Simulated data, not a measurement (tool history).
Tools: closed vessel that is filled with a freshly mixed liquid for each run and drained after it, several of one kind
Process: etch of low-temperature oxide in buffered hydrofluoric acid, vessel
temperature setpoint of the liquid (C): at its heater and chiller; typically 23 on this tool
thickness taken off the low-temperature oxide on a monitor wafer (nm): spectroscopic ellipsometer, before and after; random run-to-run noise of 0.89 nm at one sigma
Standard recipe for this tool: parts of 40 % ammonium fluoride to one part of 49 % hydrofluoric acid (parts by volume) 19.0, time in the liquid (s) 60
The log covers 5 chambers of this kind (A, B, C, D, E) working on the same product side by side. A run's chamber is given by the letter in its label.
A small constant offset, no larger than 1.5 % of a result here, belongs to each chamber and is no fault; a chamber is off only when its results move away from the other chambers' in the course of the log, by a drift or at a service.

run,hour,temperature setpoint of the liquid (C),parts of 40 % ammonium fluoride to one part of 49 % hydrofluoric acid (parts by volume),time in the liquid (s),hours since the thermometer was replaced,hours since the hydrofluoric acid flow meter was replaced,"read-back film thickness of the low-temperature oxide reference wafer, read on the same gauge (nm)",thickness taken off the low-temperature oxide on a monitor wafer (nm)
1D,7.5,23,19.0,60,1006.8,401.7,79.994,122.58
2B,11.1,23,19.0,60,359.3,121.8,80.003,123.63
3A,14.6,23,19.0,60,1587.1,36.8,79.996,123.69
4E,19.8,23,19.0,60,278.8,425.4,80.012,122.88
# hour 24.7: chamber D: hydrofluoric acid flow meter replaced
5C,25.1,23,19.0,60,209.3,1305.5,79.993,123.94
6E,30.5,23,19.0,60,289.5,436.1,79.999,123.66
7B,33.7,23,19.0,60,381.9,144.4,79.987,122.76
8A,38.1,23,19.0,60,1610.6,60.3,79.991,123.10
9D,43.5,23,19.0,60,1042.8,18.9,79.998,124.35
10C,49.5,23,19.0,60,233.7,1329.9,79.991,124.05
11D,56.2,23,19.0,60,1055.5,31.6,79.984,125.25
12A,61.4,23,19.0,60,1633.9,83.6,80.006,124.51
13E,64.9,23,19.0,60,323.9,470.5,79.990,124.78
14C,69.9,23,19.0,60,254.1,1350.3,79.991,125.37
15B,75.8,23,19.0,60,424.0,186.5,80.001,121.73
16D,83.1,23,14.5,90,1082.4,58.5,79.999,243.26
17B,87.3,23,14.5,90,435.5,198.0,80.002,242.05
18C,94.0,23,14.5,90,278.2,1374.4,79.986,243.41
19A,100.5,23,14.5,90,1673.0,122.7,79.999,241.60
20E,106.0,23,14.5,90,365.0,511.6,79.982,242.64
21C,109.4,23,19.0,60,293.6,1389.8,79.979,123.50
22E,116.0,23,19.0,60,375.0,521.6,79.996,122.92
23D,120.7,23,19.0,60,1120.0,96.1,80.013,127.93
24B,125.4,23,19.0,60,473.6,236.1,80.015,121.95
25A,131.2,23,19.0,60,1703.7,153.4,79.994,122.62
26E,136.4,23,19.0,60,395.4,542.0,80.011,122.90
27D,141.6,23,19.0,60,1140.9,117.0,79.990,129.55
28C,147.9,23,19.0,60,332.1,1428.3,80.003,122.48
29B,154.5,23,19.0,60,502.7,265.2,79.998,123.15
30A,160.2,23,19.0,60,1732.7,182.4,79.981,123.77
31C,167.3,23,19.0,60,351.5,1447.7,79.998,122.81
32B,173.5,23,19.0,60,521.7,284.2,80.016,122.62

Has any chamber moved away from the others, gradually or after a service, or does the common gauge drift, or do the chambers differ only by their own small steady offsets? State the chamber and the most likely cause if one applies.

Chamber D drifts away from the others.
What lies behind it: liquid hotter than its thermometer reads (K) = 1.74.
It could be hard to tell apart here from: hydrofluoric acid flow above the setpoint (%).

Which of the 4 candidates below, each the usual settings with something changed and its results left as question marks, puts chamber D back in line with what the other chambers give on the usual settings?
To be in line, a result may differ from the other chambers' mean on the usual settings by at most: thickness taken off the low-temperature oxide on a monitor wafer (nm) 3.20
33D-1,178.9,23.5,18.0,65,,,,?
33D-2,178.9,24.5,19.0,60,,,,?
33D-3,178.9,22.5,20.0,60,,,,?
33D-4,178.9,22.5,20.0,55,,,,?

Other chambers, usual settings, mean: thickness taken off the low-temperature oxide on a monitor wafer (nm) 123.60
run,thickness taken off the low-temperature oxide on a monitor wafer (nm)
33D-1,157.69
33D-2,145.81
33D-3,124.44
33D-4,114.07
33D-3 is the one that brings the chamber's results back in line with the other chambers.

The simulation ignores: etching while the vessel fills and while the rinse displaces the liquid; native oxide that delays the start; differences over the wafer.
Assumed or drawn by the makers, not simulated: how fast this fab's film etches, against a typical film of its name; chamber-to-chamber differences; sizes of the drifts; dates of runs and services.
